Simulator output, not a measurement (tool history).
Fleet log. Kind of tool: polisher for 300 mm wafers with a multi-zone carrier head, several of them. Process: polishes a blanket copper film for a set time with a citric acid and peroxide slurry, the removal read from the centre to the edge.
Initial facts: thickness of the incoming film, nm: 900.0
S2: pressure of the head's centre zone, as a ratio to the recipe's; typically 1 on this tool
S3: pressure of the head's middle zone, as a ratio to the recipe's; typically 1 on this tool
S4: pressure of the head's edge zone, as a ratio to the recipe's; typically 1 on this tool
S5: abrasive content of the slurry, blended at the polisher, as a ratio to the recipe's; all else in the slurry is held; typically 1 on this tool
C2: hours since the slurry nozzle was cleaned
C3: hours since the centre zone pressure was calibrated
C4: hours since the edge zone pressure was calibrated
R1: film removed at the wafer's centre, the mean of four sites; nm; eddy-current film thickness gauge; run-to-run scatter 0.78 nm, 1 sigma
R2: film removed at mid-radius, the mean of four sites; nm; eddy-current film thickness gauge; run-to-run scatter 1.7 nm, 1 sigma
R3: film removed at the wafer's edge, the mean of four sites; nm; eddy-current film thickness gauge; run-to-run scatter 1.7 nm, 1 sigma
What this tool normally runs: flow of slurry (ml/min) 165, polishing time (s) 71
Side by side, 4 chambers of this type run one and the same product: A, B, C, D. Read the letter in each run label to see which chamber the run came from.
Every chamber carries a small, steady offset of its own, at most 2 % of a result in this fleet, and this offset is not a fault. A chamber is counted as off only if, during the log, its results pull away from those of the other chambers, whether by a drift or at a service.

Run 1C, day 0.546: usual settings; wafers polished on this pad 434; C2 80.1; C3 385.4; C4 585.9. Result: R1 122.98 nm, R2 127.99 nm, R3 124.75 nm.
Run 2D, day 1.146: usual settings; wafers polished on this pad 710; C2 401.6; C3 150.6; C4 601.4. Result: R1 122.05 nm, R2 127.12 nm, R3 120.77 nm.
At day 1.3: chamber C: edge zone pressure recalibrated.
Run 3A, day 1.667: usual settings; wafers polished on this pad 1019; C2 383.6; C3 562.9; C4 897.4. Result: R1 122.77 nm, R2 121.12 nm, R3 121.58 nm.
Run 4B, day 2.029: usual settings; wafers polished on this pad 577; C2 558.7; C3 670.9; C4 603.6. Result: R1 121.08 nm, R2 120.82 nm, R3 119.58 nm.
At day 2.196: chamber A: worn pad replaced by a new one.
Run 5C, day 2.358: usual settings; wafers polished on this pad 810; C2 123.6; C3 428.9; C4 25.5. Result: R1 121.49 nm, R2 125.07 nm, R3 124.25 nm.
At day 2.712: chamber D: worn pad replaced by a new one.
Run 6D, day 2.942: usual settings; wafers polished on this pad 48; C2 444.7; C3 193.7; C4 644.5. Result: R1 121.95 nm, R2 121.02 nm, R3 122.76 nm.
Run 7A, day 3.567: usual settings; wafers polished on this pad 284; C2 429.2; C3 608.5; C4 943. Result: R1 123.11 nm, R2 119.84 nm, R3 121.97 nm.
At day 3.8: chamber B: worn pad replaced by a new one.
Run 8B, day 3.904: usual settings; wafers polished on this pad 22; C2 603.7; C3 715.9; C4 648.6. Result: R1 120.04 nm, R2 124.78 nm, R3 125.09 nm.
At day 3.912: chamber A: slurry nozzle cleaned.
Run 9A, day 4.383: usual settings; wafers polished on this pad 454; C2 11.3; C3 628.1; C4 962.6. Result: R1 121.27 nm, R2 120.86 nm, R3 123.66 nm.
At day 4.533: chamber C: worn pad replaced by a new one.
Run 10C, day 4.825: usual settings; wafers polished on this pad 61; C2 182.8; C3 488.1; C4 84.7. Result: R1 120.61 nm, R2 124.45 nm, R3 122.44 nm.
At day 5.254: chamber C: centre zone pressure recalibrated.
Run 11B, day 5.45: usual settings; wafers polished on this pad 342; C2 640.8; C3 753; C4 685.7. Result: R1 120.66 nm, R2 125.15 nm, R3 123.65 nm.
Run 12D, day 5.812: usual settings but flow of slurry (ml/min) 200, S3 1.1; wafers polished on this pad 643; C2 513.6; C3 262.6; C4 713.4. Result: R1 129.33 nm, R2 141.85 nm, R3 124.68 nm.
At day 6.362: chamber A: worn pad replaced by a new one.
Run 13D, day 6.388: usual settings but flow of slurry (ml/min) 200, S3 1.1; wafers polished on this pad 762; C2 527.4; C3 276.4; C4 727.2. Result: R1 126.77 nm, R2 138.96 nm, R3 124.93 nm.
Run 14A, day 6.912: usual settings but flow of slurry (ml/min) 200, S3 1.1; wafers polished on this pad 114; C2 72; C3 688.8; C4 1023.3. Result: R1 127.2 nm, R2 140.84 nm, R3 126.29 nm.
At day 7.204: chamber D: worn pad replaced by a new one.
Run 15C, day 7.212: usual settings but flow of slurry (ml/min) 200, S3 1.1; wafers polished on this pad 556; C2 240.1; C3 47.1; C4 142. Result: R1 127.28 nm, R2 139.88 nm, R3 128.55 nm.
At day 7.483: chamber B: worn pad replaced by a new one.
Run 16B, day 7.817: usual settings but flow of slurry (ml/min) 210, S3 0.93; wafers polished on this pad 69; C2 697.6; C3 809.8; C4 742.5. Result: R1 124.35 nm, R2 116.67 nm, R3 127 nm.
Run 17A, day 8.175: usual settings but flow of slurry (ml/min) 210, S3 0.93; wafers polished on this pad 376; C2 102.3; C3 719.1; C4 1053.6. Result: R1 127.16 nm, R2 117.18 nm, R3 126.31 nm.
Run 18C, day 8.775: usual settings but flow of slurry (ml/min) 210, S3 0.93; wafers polished on this pad 880; C2 277.6; C3 84.6; C4 179.5. Result: R1 127.04 nm, R2 116.22 nm, R3 123.96 nm.
Run 19D, day 9.262: usual settings but flow of slurry (ml/min) 210, S3 0.93; wafers polished on this pad 427; C2 596.4; C3 345.4; C4 796.2. Result: R1 128.14 nm, R2 118.13 nm, R3 126.65 nm.
At day 9.371: chamber B: centre zone pressure recalibrated.
Run 20B, day 9.725: usual settings; wafers polished on this pad 465; C2 743.4; C3 8.5; C4 788.3. Result: R1 117.8 nm, R2 119.52 nm, R3 116.72 nm.
At day 9.988: chamber C: worn pad replaced by a new one.
Run 21C, day 10.042: usual settings; wafers polished on this pad 11; C2 308; C3 115; C4 209.9. Result: R1 121.59 nm, R2 119.24 nm, R3 124.36 nm.
Run 22D, day 10.562: usual settings; wafers polished on this pad 696; C2 627.6; C3 376.6; C4 827.4. Result: R1 124.56 nm, R2 120.78 nm, R3 118.94 nm.
At day 10.979: chamber B: worn pad replaced by a new one.
Run 23A, day 11.158: usual settings but S5 0.9, polishing time (s) 56; wafers polished on this pad 995; C2 173.9; C3 790.7; C4 1125.2. Result: R1 94.143 nm, R2 90.157 nm, R3 90.513 nm.
At day 11.629: chamber A: worn pad replaced by a new one.
Run 24B, day 11.654: usual settings but S5 0.9, polishing time (s) 56; wafers polished on this pad 140; C2 789.7; C3 54.8; C4 834.6. Result: R1 91.375 nm, R2 92.031 nm, R3 91.646 nm.
At day 11.738: chamber D: worn pad replaced by a new one.
Run 25C, day 12.15: usual settings but S5 0.9, polishing time (s) 56; wafers polished on this pad 449; C2 358.6; C3 165.6; C4 260.5. Result: R1 95.343 nm, R2 94.125 nm, R3 95.721 nm.
Run 26A, day 12.588: usual settings but S5 0.9, polishing time (s) 56; wafers polished on this pad 199; C2 208.2; C3 825; C4 1159.5. Result: R1 95.105 nm, R2 92.687 nm, R3 94.515 nm.
Run 27B, day 13.171: usual settings; wafers polished on this pad 454; C2 826.1; C3 91.2; C4 871. Result: R1 116.06 nm, R2 115.8 nm, R3 119.33 nm.
At day 13.342: chamber D: slurry nozzle cleaned.
Run 28D, day 13.608: usual settings; wafers polished on this pad 388; C2 6.4; C3 449.7; C4 900.5. Result: R1 122.5 nm, R2 124.22 nm, R3 123 nm.
Run 29B, day 14.225: usual settings; wafers polished on this pad 673; C2 851.4; C3 116.5; C4 896.3. Result: R1 116.56 nm, R2 114.97 nm, R3 119.03 nm.
Run 30D, day 14.729: usual settings; wafers polished on this pad 620; C2 33.3; C3 476.6; C4 927.4. Result: R1 122.58 nm, R2 123.25 nm, R3 120.92 nm.
At day 14.917: chamber B: worn pad replaced by a new one.
Run 31A, day 15.267: usual settings; wafers polished on this pad 755; C2 272.5; C3 889.3; C4 1223.8. Result: R1 122.61 nm, R2 119.43 nm, R3 124.43 nm.
Run 32C, day 15.725: usual settings; wafers polished on this pad 1190; C2 444.4; C3 251.4; C4 346.3. Result: R1 121.18 nm, R2 121.94 nm, R3 124.26 nm.
At day 15.733: chamber A: worn pad replaced by a new one.
At day 15.788: chamber C: worn pad replaced by a new one.
At day 16.05: chamber D: worn pad replaced by a new one.
Run 33D, day 16.088: usual settings; wafers polished on this pad 8; C2 65.9; C3 509.2; C4 960. Result: R1 122.38 nm, R2 118.89 nm, R3 122.9 nm.
Run 34B, day 16.708: usual settings; wafers polished on this pad 371; C2 911; C3 176.1; C4 955.9. Result: R1 114.73 nm, R2 114.69 nm, R3 116.82 nm.
Run 35C, day 17.246: usual settings; wafers polished on this pad 302; C2 480.9; C3 287.9; C4 382.8. Result: R1 121.46 nm, R2 124.61 nm, R3 123.66 nm.
Run 36A, day 17.692: usual settings; wafers polished on this pad 406; C2 330.7; C3 947.5; C4 1282. Result: R1 122.06 nm, R2 121.54 nm, R3 121.39 nm.
Run 37B, day 18.067: usual settings; wafers polished on this pad 653; C2 943.6; C3 208.7; C4 988.5. Result: R1 113.5 nm, R2 114.31 nm, R3 118.23 nm.

Next, all 4 chambers run the settings below, one line each with question marks for the results. What does each chamber give?
Run 38A, day 18.529: usual settings but polishing time (s) 83. Result: R1 ?, R2 ?, R3 ?.
Run 38B, day 18.529: usual settings but polishing time (s) 83. Result: R1 ?, R2 ?, R3 ?.
Run 38C, day 18.529: usual settings but polishing time (s) 83. Result: R1 ?, R2 ?, R3 ?.
Run 38D, day 18.529: usual settings but polishing time (s) 83. Result: R1 ?, R2 ?, R3 ?.

run      R1      R2      R3
38A  142.71  140.56  146.34
38B  132.55   135.4  136.01
38C  142.81  143.08  141.72
38D   142.6  141.97  143.41
